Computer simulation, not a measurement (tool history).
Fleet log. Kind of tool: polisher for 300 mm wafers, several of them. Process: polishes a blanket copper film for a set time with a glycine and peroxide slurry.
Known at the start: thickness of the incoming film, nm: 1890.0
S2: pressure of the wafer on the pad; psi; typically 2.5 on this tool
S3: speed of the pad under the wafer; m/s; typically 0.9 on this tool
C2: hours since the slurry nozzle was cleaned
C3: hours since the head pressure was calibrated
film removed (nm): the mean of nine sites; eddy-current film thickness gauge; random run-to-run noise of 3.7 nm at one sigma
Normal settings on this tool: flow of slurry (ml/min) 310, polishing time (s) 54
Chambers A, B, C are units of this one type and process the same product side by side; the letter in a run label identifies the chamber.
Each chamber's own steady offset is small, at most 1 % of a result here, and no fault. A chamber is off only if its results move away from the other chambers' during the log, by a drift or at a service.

{"run": "1C", "day": 0.125, "flow of slurry (ml/min)": 310, "S2": 2.5, "S3": 0.9, "polishing time (s)": 54, "wafers polished on this pad": 515, "C2": 542.9, "C3": 245.4, "film removed (nm)": 280.03}
{"run": "2B", "day": 0.292, "flow of slurry (ml/min)": 310, "S2": 2.5, "S3": 0.9, "polishing time (s)": 54, "wafers polished on this pad": 157, "C2": 303.7, "C3": 145.1, "film removed (nm)": 280.47}
{"run": "3A", "day": 0.412, "flow of slurry (ml/min)": 310, "S2": 2.5, "S3": 0.9, "polishing time (s)": 54, "wafers polished on this pad": 925, "C2": 395.4, "C3": 238.6, "film removed (nm)": 278.85}
{"run": "4C", "day": 0.604, "flow of slurry (ml/min)": 310, "S2": 2.5, "S3": 0.9, "polishing time (s)": 54, "wafers polished on this pad": 632, "C2": 554.4, "C3": 256.9, "film removed (nm)": 283.41}
{"run": "5A", "day": 0.767, "flow of slurry (ml/min)": 380, "S2": 2.5, "S3": 0.9, "polishing time (s)": 54, "wafers polished on this pad": 1011, "C2": 403.9, "C3": 247.1, "film removed (nm)": 292.19}
{"run": "6B", "day": 0.946, "flow of slurry (ml/min)": 380, "S2": 2.5, "S3": 0.9, "polishing time (s)": 54, "wafers polished on this pad": 317, "C2": 319.4, "C3": 160.8, "film removed (nm)": 290.21}
{"run": "7A", "day": 1.15, "flow of slurry (ml/min)": 380, "S2": 2.5, "S3": 0.9, "polishing time (s)": 54, "wafers polished on this pad": 1105, "C2": 413.1, "C3": 256.3, "film removed (nm)": 290.28}
{"run": "8C", "day": 1.275, "flow of slurry (ml/min)": 310, "S2": 2.5, "S3": 0.9, "polishing time (s)": 54, "wafers polished on this pad": 796, "C2": 570.5, "C3": 273, "film removed (nm)": 284}
{"run": "9B", "day": 1.488, "flow of slurry (ml/min)": 310, "S2": 2.5, "S3": 0.9, "polishing time (s)": 54, "wafers polished on this pad": 450, "C2": 332.4, "C3": 173.8, "film removed (nm)": 289.78}
{"run": "10C", "day": 1.612, "flow of slurry (ml/min)": 310, "S2": 2.5, "S3": 0.9, "polishing time (s)": 54, "wafers polished on this pad": 879, "C2": 578.6, "C3": 281.1, "film removed (nm)": 287.82}
{"run": "11A", "day": 1.738, "flow of slurry (ml/min)": 265, "S2": 2.5, "S3": 0.9, "polishing time (s)": 54, "wafers polished on this pad": 1249, "C2": 427.2, "C3": 270.4, "film removed (nm)": 289.02}
{"day": 1.833, "done": "chamber B: slurry nozzle cleaned"}
{"run": "12B", "day": 1.896, "flow of slurry (ml/min)": 265, "S2": 2.5, "S3": 0.9, "polishing time (s)": 54, "wafers polished on this pad": 550, "C2": 1.6, "C3": 183.6, "film removed (nm)": 287.17}
{"run": "13A", "day": 2.088, "flow of slurry (ml/min)": 265, "S2": 2.5, "S3": 0.9, "polishing time (s)": 54, "wafers polished on this pad": 1335, "C2": 435.6, "C3": 278.8, "film removed (nm)": 276.17}
{"day": 2.258, "done": "chamber C: worn pad replaced by a new one"}
{"run": "14C", "day": 2.275, "flow of slurry (ml/min)": 310, "S2": 2.5, "S3": 0.9, "polishing time (s)": 54, "wafers polished on this pad": 4, "C2": 594.5, "C3": 297, "film removed (nm)": 278.79}
{"run": "15B", "day": 2.467, "flow of slurry (ml/min)": 310, "S2": 2.5, "S3": 0.9, "polishing time (s)": 54, "wafers polished on this pad": 689, "C2": 15.3, "C3": 197.3, "film removed (nm)": 283.15}
{"run": "16B", "day": 2.667, "flow of slurry (ml/min)": 310, "S2": 2.5, "S3": 0.9, "polishing time (s)": 54, "wafers polished on this pad": 738, "C2": 20.1, "C3": 202.1, "film removed (nm)": 280.52}
{"day": 2.846, "done": "chamber C: head pressure recalibrated"}
{"run": "17C", "day": 2.854, "flow of slurry (ml/min)": 310, "S2": 2.5, "S3": 0.9, "polishing time (s)": 54, "wafers polished on this pad": 146, "C2": 608.4, "C3": 0.3, "film removed (nm)": 286.51}
{"run": "18A", "day": 2.958, "flow of slurry (ml/min)": 310, "S2": 2.5, "S3": 0.9, "polishing time (s)": 54, "wafers polished on this pad": 1548, "C2": 456.5, "C3": 299.7, "film removed (nm)": 280.84}
{"day": 2.979, "done": "chamber B: worn pad replaced by a new one"}
{"day": 2.979, "done": "chamber A: worn pad replaced by a new one"}
{"run": "19B", "day": 3.175, "flow of slurry (ml/min)": 310, "S2": 2.5, "S3": 0.9, "polishing time (s)": 54, "wafers polished on this pad": 48, "C2": 32.3, "C3": 214.3, "film removed (nm)": 292.59}
{"run": "20C", "day": 3.325, "flow of slurry (ml/min)": 310, "S2": 2.5, "S3": 0.9, "polishing time (s)": 54, "wafers polished on this pad": 261, "C2": 619.7, "C3": 11.6, "film removed (nm)": 281.35}
{"run": "21A", "day": 3.538, "flow of slurry (ml/min)": 310, "S2": 2.5, "S3": 0.9, "polishing time (s)": 54, "wafers polished on this pad": 137, "C2": 470.4, "C3": 313.6, "film removed (nm)": 285.54}
{"run": "22C", "day": 3.754, "flow of slurry (ml/min)": 310, "S2": 2.5, "S3": 0.9, "polishing time (s)": 54, "wafers polished on this pad": 366, "C2": 630, "C3": 21.9, "film removed (nm)": 283.44}
{"run": "23A", "day": 3.879, "flow of slurry (ml/min)": 310, "S2": 3.1, "S3": 0.9, "polishing time (s)": 61, "wafers polished on this pad": 221, "C2": 478.6, "C3": 321.8, "film removed (nm)": 376.45}
{"run": "24B", "day": 4.092, "flow of slurry (ml/min)": 310, "S2": 3.1, "S3": 0.9, "polishing time (s)": 61, "wafers polished on this pad": 272, "C2": 54.3, "C3": 236.3, "film removed (nm)": 388.59}
{"run": "25C", "day": 4.271, "flow of slurry (ml/min)": 310, "S2": 3.1, "S3": 0.9, "polishing time (s)": 61, "wafers polished on this pad": 492, "C2": 642.4, "C3": 34.3, "film removed (nm)": 373.66}
{"run": "26B", "day": 4.4, "flow of slurry (ml/min)": 310, "S2": 2.5, "S3": 0.9, "polishing time (s)": 54, "wafers polished on this pad": 348, "C2": 61.7, "C3": 243.7, "film removed (nm)": 286.62}
{"run": "27A", "day": 4.512, "flow of slurry (ml/min)": 310, "S2": 2.5, "S3": 0.9, "polishing time (s)": 54, "wafers polished on this pad": 376, "C2": 493.8, "C3": 337, "film removed (nm)": 285.03}
{"run": "28A", "day": 4.729, "flow of slurry (ml/min)": 310, "S2": 2.5, "S3": 0.9, "polishing time (s)": 54, "wafers polished on this pad": 429, "C2": 499, "C3": 342.2, "film removed (nm)": 285.87}
{"day": 4.8, "done": "chamber A: head pressure recalibrated"}
{"run": "29B", "day": 4.846, "flow of slurry (ml/min)": 310, "S2": 2.5, "S3": 0.9, "polishing time (s)": 54, "wafers polished on this pad": 457, "C2": 72.4, "C3": 254.4, "film removed (nm)": 281.79}
{"run": "30C", "day": 4.971, "flow of slurry (ml/min)": 310, "S2": 2.5, "S3": 0.9, "polishing time (s)": 54, "wafers polished on this pad": 664, "C2": 659.2, "C3": 51.1, "film removed (nm)": 288.59}
{"run": "31C", "day": 5.125, "flow of slurry (ml/min)": 310, "S2": 2.5, "S3": 0.9, "polishing time (s)": 54, "wafers polished on this pad": 702, "C2": 662.9, "C3": 54.8, "film removed (nm)": 292.58}
{"run": "32B", "day": 5.242, "flow of slurry (ml/min)": 310, "S2": 2.5, "S3": 0.9, "polishing time (s)": 54, "wafers polished on this pad": 554, "C2": 81.9, "C3": 263.9, "film removed (nm)": 286.71}
{"run": "33A", "day": 5.45, "flow of slurry (ml/min)": 310, "S2": 2.5, "S3": 0.9, "polishing time (s)": 54, "wafers polished on this pad": 605, "C2": 516.3, "C3": 15.7, "film removed (nm)": 283.67}
{"run": "34A", "day": 5.658, "flow of slurry (ml/min)": 310, "S2": 2.5, "S3": 0.9, "polishing time (s)": 54, "wafers polished on this pad": 657, "C2": 521.3, "C3": 20.7, "film removed (nm)": 283.85}
{"run": "35C", "day": 5.796, "flow of slurry (ml/min)": 310, "S2": 2.5, "S3": 0.9, "polishing time (s)": 54, "wafers polished on this pad": 866, "C2": 679, "C3": 70.9, "film removed (nm)": 287.21}
{"run": "36B", "day": 5.967, "flow of slurry (ml/min)": 310, "S2": 2.5, "S3": 0.9, "polishing time (s)": 54, "wafers polished on this pad": 731, "C2": 99.3, "C3": 281.3, "film removed (nm)": 285.69}
{"run": "37A", "day": 6.071, "flow of slurry (ml/min)": 310, "S2": 2.5, "S3": 0.9, "polishing time (s)": 54, "wafers polished on this pad": 758, "C2": 531.2, "C3": 30.6, "film removed (nm)": 289.06}

Is one chamber out of step, is the gauge drifting, or do the chambers differ by no more than their own small offsets? For an off chamber, give its letter and the likeliest cause.

All chambers stay in line apart from their small fixed offsets, and the gauge does not drift.

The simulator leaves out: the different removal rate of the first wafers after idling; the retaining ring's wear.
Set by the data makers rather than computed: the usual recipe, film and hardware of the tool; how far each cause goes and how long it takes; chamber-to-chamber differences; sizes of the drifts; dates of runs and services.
